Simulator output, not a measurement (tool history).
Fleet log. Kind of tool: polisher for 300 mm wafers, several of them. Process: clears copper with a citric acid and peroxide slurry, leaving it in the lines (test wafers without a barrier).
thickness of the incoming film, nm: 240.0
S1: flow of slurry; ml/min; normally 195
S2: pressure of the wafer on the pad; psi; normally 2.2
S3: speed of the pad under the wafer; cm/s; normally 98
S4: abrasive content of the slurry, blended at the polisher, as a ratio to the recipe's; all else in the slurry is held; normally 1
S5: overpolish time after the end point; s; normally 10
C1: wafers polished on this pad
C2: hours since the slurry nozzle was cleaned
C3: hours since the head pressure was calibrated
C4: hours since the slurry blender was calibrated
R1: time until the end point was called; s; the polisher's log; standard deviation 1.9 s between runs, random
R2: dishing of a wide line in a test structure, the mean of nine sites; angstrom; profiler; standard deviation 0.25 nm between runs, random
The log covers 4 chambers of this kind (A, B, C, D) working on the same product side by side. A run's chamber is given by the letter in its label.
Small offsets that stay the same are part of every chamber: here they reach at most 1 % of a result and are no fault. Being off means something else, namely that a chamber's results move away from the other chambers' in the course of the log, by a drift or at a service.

Run 1C, hour 6.8: usual settings; C1 360; C2 754.7; C3 671.4; C4 174. Result: R1 170.48 s, R2 107.89 angstrom.
At hour 6.9: chamber A: head pressure recalibrated.
Run 2B, hour 13.9: usual settings; C1 356; C2 168.2; C3 174.7; C4 58.6. Result: R1 166.63 s, R2 112.35 angstrom.
At hour 18.7: chamber D: worn pad replaced by a new one.
At hour 21.3: chamber A: slurry blender recalibrated.
Run 3D, hour 22.5: usual settings; C1 39; C2 149.4; C3 451.7; C4 135.7. Result: R1 164.08 s, R2 113.71 angstrom.
Run 4A, hour 30.8: usual settings; C1 321; C2 116.2; C3 23.9; C4 9.5. Result: R1 169.25 s, R2 110.52 angstrom.
Run 5C, hour 40.4: usual settings; C1 706; C2 788.3; C3 705; C4 207.6. Result: R1 168.56 s, R2 114.28 angstrom.
Run 6B, hour 48.1: usual settings; C1 708; C2 202.4; C3 208.9; C4 92.8. Result: R1 166.71 s, R2 110.06 angstrom.
At hour 52.9: chamber C: slurry blender recalibrated.
Run 7A, hour 55.2: usual settings; C1 572; C2 140.6; C3 48.3; C4 33.9. Result: R1 170.12 s, R2 116.46 angstrom.
At hour 63.7: chamber C: worn pad replaced by a new one.
Run 8D, hour 65.4: usual settings; C1 480; C2 192.3; C3 494.6; C4 178.6. Result: R1 164.95 s, R2 109.01 angstrom.
At hour 69.5: chamber B: worn pad replaced by a new one.
Run 9C, hour 72.6: usual settings; C1 91; C2 820.5; C3 737.2; C4 19.8. Result: R1 170.02 s, R2 114.67 angstrom.
Run 10A, hour 83.2: usual settings but S1 220 ml/min; C1 860; C2 168.6; C3 76.3; C4 61.9. Result: R1 164.02 s, R2 110.54 angstrom.
Run 11B, hour 90.4: usual settings but S1 220 ml/min; C1 215; C2 244.7; C3 251.2; C4 135.1. Result: R1 162.54 s, R2 112.53 angstrom.
Run 12D, hour 99.3: usual settings but S1 220 ml/min; C1 829; C2 226.2; C3 528.5; C4 212.5. Result: R1 165.32 s, R2 112.16 angstrom.
At hour 102.3: chamber C: slurry nozzle cleaned.
Run 13C, hour 111.3: usual settings but S1 220 ml/min; C1 489; C2 9.1; C3 775.9; C4 58.5. Result: R1 164.97 s, R2 111.91 angstrom.
At hour 113.5: chamber D: worn pad replaced by a new one.
At hour 116.8: chamber A: worn pad replaced by a new one.
Run 14B, hour 120.1: usual settings but S2 1.8 psi; C1 520; C2 274.4; C3 280.9; C4 164.8. Result: R1 204.71 s, R2 89.881 angstrom.
Run 15D, hour 127.1: usual settings but S2 1.8 psi; C1 139; C2 254; C3 556.3; C4 240.3. Result: R1 202.71 s, R2 89.069 angstrom.
Run 16A, hour 134.4: usual settings but S2 1.8 psi; C1 181; C2 219.8; C3 127.5; C4 113.1. Result: R1 205.63 s, R2 89.453 angstrom.
Run 17D, hour 142.2: usual settings but S2 1.8 psi; C1 295; C2 269.1; C3 571.4; C4 255.4. Result: R1 202.28 s, R2 89.636 angstrom.
At hour 149.1: chamber A: slurry nozzle cleaned.
Run 18A, hour 151.3: usual settings; C1 355; C2 2.2; C3 144.4; C4 130. Result: R1 169.43 s, R2 109.69 angstrom.
At hour 153.2: chamber C: worn pad replaced by a new one.
Run 19C, hour 164.3: usual settings; C1 114; C2 62.1; C3 828.9; C4 111.5. Result: R1 170.37 s, R2 113.78 angstrom.
Run 20B, hour 174.3: usual settings; C1 1077; C2 328.6; C3 335.1; C4 219. Result: R1 169.93 s, R2 109.46 angstrom.
Run 21B, hour 183.3: usual settings; C1 1169; C2 337.6; C3 344.1; C4 228. Result: R1 166.61 s, R2 107.99 angstrom.
At hour 183.9: chamber B: worn pad replaced by a new one.
Run 22D, hour 193.7: usual settings; C1 824; C2 320.6; C3 622.9; C4 306.9. Result: R1 167.81 s, R2 110.43 angstrom.
Run 23C, hour 204.1: usual settings but S1 175 ml/min, S4 0.75; C1 523; C2 101.9; C3 868.7; C4 151.3. Result: R1 184.79 s, R2 105.56 angstrom.
At hour 205.5: chamber B: slurry blender recalibrated.
At hour 208.6: chamber D: worn pad replaced by a new one.
Run 24A, hour 215.3: usual settings but S1 175 ml/min, S4 0.75; C1 1013; C2 66.2; C3 208.4; C4 194. Result: R1 176.26 s, R2 103.54 angstrom.
At hour 224.4: chamber D: slurry blender recalibrated.
Run 25B, hour 224.8: usual settings but S1 175 ml/min, S4 0.75; C1 420; C2 379.1; C3 385.6; C4 19.3. Result: R1 182.09 s, R2 101.63 angstrom.
At hour 234.4: chamber D: slurry nozzle cleaned.
Run 26C, hour 235.8: usual settings but S1 175 ml/min, S4 0.75; C1 849; C2 133.6; C3 900.4; C4 183. Result: R1 182.98 s, R2 105.29 angstrom.
Run 27D, hour 245.5: usual settings; C1 379; C2 11.1; C3 674.7; C4 21.2. Result: R1 165.62 s, R2 108.05 angstrom.
Run 28A, hour 257.1: usual settings; C1 1442; C2 108; C3 250.2; C4 235.8. Result: R1 166.28 s, R2 112.32 angstrom.

One chamber off, gauge drift, or nothing amiss beyond the chambers' own small offsets? If it is a chamber, which one, and what is the likeliest cause?

No chamber is off and the gauge is stable; the differences are just each chamber's small, constant offset.
